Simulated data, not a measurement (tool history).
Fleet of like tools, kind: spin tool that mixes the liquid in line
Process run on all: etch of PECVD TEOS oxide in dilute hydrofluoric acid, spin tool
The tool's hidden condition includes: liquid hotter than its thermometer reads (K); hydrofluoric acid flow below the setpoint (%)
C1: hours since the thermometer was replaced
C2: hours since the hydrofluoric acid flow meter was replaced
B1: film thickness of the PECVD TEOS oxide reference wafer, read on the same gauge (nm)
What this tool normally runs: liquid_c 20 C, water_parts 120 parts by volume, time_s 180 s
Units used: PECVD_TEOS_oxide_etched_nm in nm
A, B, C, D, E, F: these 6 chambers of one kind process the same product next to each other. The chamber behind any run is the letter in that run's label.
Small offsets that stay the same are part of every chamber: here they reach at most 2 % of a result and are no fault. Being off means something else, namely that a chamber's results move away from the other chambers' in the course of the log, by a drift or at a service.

{"run": "1C", "hour": 7.2, "liquid_c": 20, "water_parts": 120, "time_s": 180, "C1": 985.1, "C2": 1980.3, "B1": 29.991, "PECVD_TEOS_oxide_etched_nm": 10.597}
{"run": "2E", "hour": 15.4, "liquid_c": 20, "water_parts": 120, "time_s": 180, "C1": 1096.6, "C2": 509.9, "B1": 29.98, "PECVD_TEOS_oxide_etched_nm": 10.591}
{"run": "3F", "hour": 29.7, "liquid_c": 20, "water_parts": 120, "time_s": 180, "C1": 47.9, "C2": 985.7, "B1": 30.024, "PECVD_TEOS_oxide_etched_nm": 10.675}
{"run": "4A", "hour": 46.2, "liquid_c": 20, "water_parts": 120, "time_s": 180, "C1": 2464.7, "C2": 1727.9, "B1": 30.015, "PECVD_TEOS_oxide_etched_nm": 10.818}
{"run": "5B", "hour": 55.3, "liquid_c": 17, "water_parts": 120, "time_s": 180, "C1": 1993.0, "C2": 1284.2, "B1": 30.009, "PECVD_TEOS_oxide_etched_nm": 9.1846}
{"hour": 66.1, "done": "chamber E: hydrofluoric acid flow meter replaced"}
{"run": "6D", "hour": 66.7, "liquid_c": 17, "water_parts": 120, "time_s": 180, "C1": 561.6, "C2": 98.1, "B1": 29.99, "PECVD_TEOS_oxide_etched_nm": 9.6172}
{"run": "7B", "hour": 80.0, "liquid_c": 17, "water_parts": 120, "time_s": 180, "C1": 2017.7, "C2": 1308.9, "B1": 30.003, "PECVD_TEOS_oxide_etched_nm": 9.3635}
{"run": "8C", "hour": 88.2, "liquid_c": 17, "water_parts": 120, "time_s": 180, "C1": 1066.1, "C2": 2061.3, "B1": 30.012, "PECVD_TEOS_oxide_etched_nm": 9.4817}
{"run": "9E", "hour": 99.6, "liquid_c": 17, "water_parts": 120, "time_s": 180, "C1": 1180.8, "C2": 33.6, "B1": 30.009, "PECVD_TEOS_oxide_etched_nm": 9.4408}
{"run": "10F", "hour": 115.7, "liquid_c": 17, "water_parts": 120, "time_s": 180, "C1": 133.9, "C2": 1071.7, "B1": 30.014, "PECVD_TEOS_oxide_etched_nm": 9.4168}
{"run": "11D", "hour": 131.9, "liquid_c": 20, "water_parts": 120, "time_s": 180, "C1": 626.8, "C2": 163.3, "B1": 30.016, "PECVD_TEOS_oxide_etched_nm": 10.733}
{"run": "12A", "hour": 145.4, "liquid_c": 20, "water_parts": 120, "time_s": 180, "C1": 2563.9, "C2": 1827.1, "B1": 30.011, "PECVD_TEOS_oxide_etched_nm": 10.814}
{"run": "13F", "hour": 155.6, "liquid_c": 20, "water_parts": 120, "time_s": 180, "C1": 173.8, "C2": 1111.6, "B1": 30.016, "PECVD_TEOS_oxide_etched_nm": 10.567}
{"hour": 163.9, "done": "chamber A: hydrofluoric acid flow meter replaced"}
{"run": "14A", "hour": 169.3, "liquid_c": 20, "water_parts": 120, "time_s": 180, "C1": 2587.8, "C2": 5.5, "B1": 30.023, "PECVD_TEOS_oxide_etched_nm": 10.658}
{"run": "15C", "hour": 178.6, "liquid_c": 20, "water_parts": 120, "time_s": 180, "C1": 1156.5, "C2": 2151.7, "B1": 29.984, "PECVD_TEOS_oxide_etched_nm": 10.692}
{"run": "16E", "hour": 191.8, "liquid_c": 20, "water_parts": 120, "time_s": 180, "C1": 1273.0, "C2": 125.8, "B1": 30.022, "PECVD_TEOS_oxide_etched_nm": 10.822}
{"run": "17D", "hour": 206.6, "liquid_c": 20, "water_parts": 120, "time_s": 180, "C1": 701.5, "C2": 238.0, "B1": 30.023, "PECVD_TEOS_oxide_etched_nm": 10.559}
{"hour": 218.4, "done": "chamber C: thermometer replaced"}
{"run": "18B", "hour": 221.1, "liquid_c": 20, "water_parts": 120, "time_s": 180, "C1": 2158.8, "C2": 1450.0, "B1": 29.975, "PECVD_TEOS_oxide_etched_nm": 10.441}
{"run": "19E", "hour": 235.5, "liquid_c": 20, "water_parts": 120, "time_s": 180, "C1": 1316.7, "C2": 169.5, "B1": 29.999, "PECVD_TEOS_oxide_etched_nm": 10.628}
{"run": "20C", "hour": 245.5, "liquid_c": 20, "water_parts": 120, "time_s": 180, "C1": 27.2, "C2": 2218.6, "B1": 29.992, "PECVD_TEOS_oxide_etched_nm": 10.614}
{"run": "21B", "hour": 254.6, "liquid_c": 20, "water_parts": 120, "time_s": 180, "C1": 2192.3, "C2": 1483.5, "B1": 29.978, "PECVD_TEOS_oxide_etched_nm": 10.438}
{"hour": 263.7, "done": "chamber C: hydrofluoric acid flow meter replaced"}
{"run": "22D", "hour": 264.8, "liquid_c": 20, "water_parts": 120, "time_s": 180, "C1": 759.7, "C2": 296.2, "B1": 30.0, "PECVD_TEOS_oxide_etched_nm": 10.711}
{"run": "23A", "hour": 280.5, "liquid_c": 20, "water_parts": 120, "time_s": 180, "C1": 2699.0, "C2": 116.7, "B1": 30.025, "PECVD_TEOS_oxide_etched_nm": 10.873}
{"hour": 287.4, "done": "chamber A: thermometer replaced"}
{"run": "24F", "hour": 291.5, "liquid_c": 20, "water_parts": 120, "time_s": 180, "C1": 309.7, "C2": 1247.5, "B1": 30.035, "PECVD_TEOS_oxide_etched_nm": 10.452}
{"run": "25B", "hour": 306.5, "liquid_c": 20, "water_parts": 120, "time_s": 180, "C1": 2244.2, "C2": 1535.4, "B1": 29.997, "PECVD_TEOS_oxide_etched_nm": 10.414}
{"run": "26C", "hour": 320.7, "liquid_c": 20, "water_parts": 120, "time_s": 180, "C1": 102.4, "C2": 57.0, "B1": 30.025, "PECVD_TEOS_oxide_etched_nm": 10.621}
{"run": "27D", "hour": 331.8, "liquid_c": 20, "water_parts": 120, "time_s": 180, "C1": 826.7, "C2": 363.2, "B1": 30.014, "PECVD_TEOS_oxide_etched_nm": 10.606}
{"run": "28F", "hour": 343.1, "liquid_c": 20, "water_parts": 120, "time_s": 180, "C1": 361.3, "C2": 1299.1, "B1": 30.009, "PECVD_TEOS_oxide_etched_nm": 10.293}
{"run": "29E", "hour": 358.5, "liquid_c": 20, "water_parts": 120, "time_s": 180, "C1": 1439.7, "C2": 292.5, "B1": 30.01, "PECVD_TEOS_oxide_etched_nm": 10.626}
{"run": "30A", "hour": 370.0, "liquid_c": 20, "water_parts": 120, "time_s": 180, "C1": 82.6, "C2": 206.2, "B1": 29.997, "PECVD_TEOS_oxide_etched_nm": 10.739}
{"run": "31C", "hour": 384.2, "liquid_c": 20, "water_parts": 120, "time_s": 90, "C1": 165.9, "C2": 120.5, "B1": 30.011, "PECVD_TEOS_oxide_etched_nm": 5.3488}
{"run": "32F", "hour": 400.5, "liquid_c": 20, "water_parts": 120, "time_s": 90, "C1": 418.7, "C2": 1356.5, "B1": 29.998, "PECVD_TEOS_oxide_etched_nm": 5.0788}
{"run": "33B", "hour": 410.0, "liquid_c": 20, "water_parts": 120, "time_s": 90, "C1": 2347.7, "C2": 1638.9, "B1": 29.978, "PECVD_TEOS_oxide_etched_nm": 5.221}
{"hour": 423.1, "done": "chamber B: hydrofluoric acid flow meter replaced"}
{"run": "34D", "hour": 424.9, "liquid_c": 20, "water_parts": 120, "time_s": 90, "C1": 919.8, "C2": 456.3, "B1": 30.003, "PECVD_TEOS_oxide_etched_nm": 5.353}
{"run": "35A", "hour": 436.1, "liquid_c": 20, "water_parts": 120, "time_s": 90, "C1": 148.7, "C2": 272.3, "B1": 29.986, "PECVD_TEOS_oxide_etched_nm": 5.3925}
{"run": "36E", "hour": 450.8, "liquid_c": 20, "water_parts": 120, "time_s": 90, "C1": 1532.0, "C2": 384.8, "B1": 29.99, "PECVD_TEOS_oxide_etched_nm": 5.3886}
{"run": "37D", "hour": 458.3, "liquid_c": 20, "water_parts": 120, "time_s": 180, "C1": 953.2, "C2": 489.7, "B1": 29.99, "PECVD_TEOS_oxide_etched_nm": 10.867}
{"run": "38B", "hour": 466.1, "liquid_c": 20, "water_parts": 120, "time_s": 180, "C1": 2403.8, "C2": 43.1, "B1": 30.027, "PECVD_TEOS_oxide_etched_nm": 10.387}
{"run": "39E", "hour": 482.4, "liquid_c": 20, "water_parts": 120, "time_s": 180, "C1": 1563.6, "C2": 416.4, "B1": 30.041, "PECVD_TEOS_oxide_etched_nm": 10.703}

One chamber off, gauge drift, or nothing amiss beyond the chambers' own small offsets? If it is a chamber, which one, and what is the likeliest cause?

Little by little, chamber F moves away from the other chambers.
Most likely cause: hydrofluoric acid flow below the setpoint (%) = 4.91.
From this log alone, it may not be told apart from: liquid colder than its thermometer reads (K).

Which of the 4 candidates below, each the usual settings with something changed and its results left as question marks, puts chamber F back in line with what the other chambers give on the usual settings?
In line means no further than this from the other chambers' mean on the usual settings: PECVD_TEOS_oxide_etched_nm 0.3200 nm
{"run": "40F-1", "hour": 494.2, "liquid_c": 20.0, "water_parts": 120, "time_s": 170, "PECVD_TEOS_oxide_etched_nm": "?"}
{"run": "40F-2", "hour": 494.2, "liquid_c": 21.5, "water_parts": 120, "time_s": 180, "PECVD_TEOS_oxide_etched_nm": "?"}
{"run": "40F-3", "hour": 494.2, "liquid_c": 20.0, "water_parts": 125, "time_s": 170, "PECVD_TEOS_oxide_etched_nm": "?"}
{"run": "40F-4", "hour": 494.2, "liquid_c": 20.0, "water_parts": 110, "time_s": 180, "PECVD_TEOS_oxide_etched_nm": "?"}

The other chambers' mean on the usual settings: PECVD_TEOS_oxide_etched_nm 10.6570 nm
run=40F-1 PECVD_TEOS_oxide_etched_nm=9.5162
run=40F-2 PECVD_TEOS_oxide_etched_nm=10.6960
run=40F-3 PECVD_TEOS_oxide_etched_nm=9.0897
run=40F-4 PECVD_TEOS_oxide_etched_nm=11.1040
With 40F-2, the chamber falls back in line with the rest.
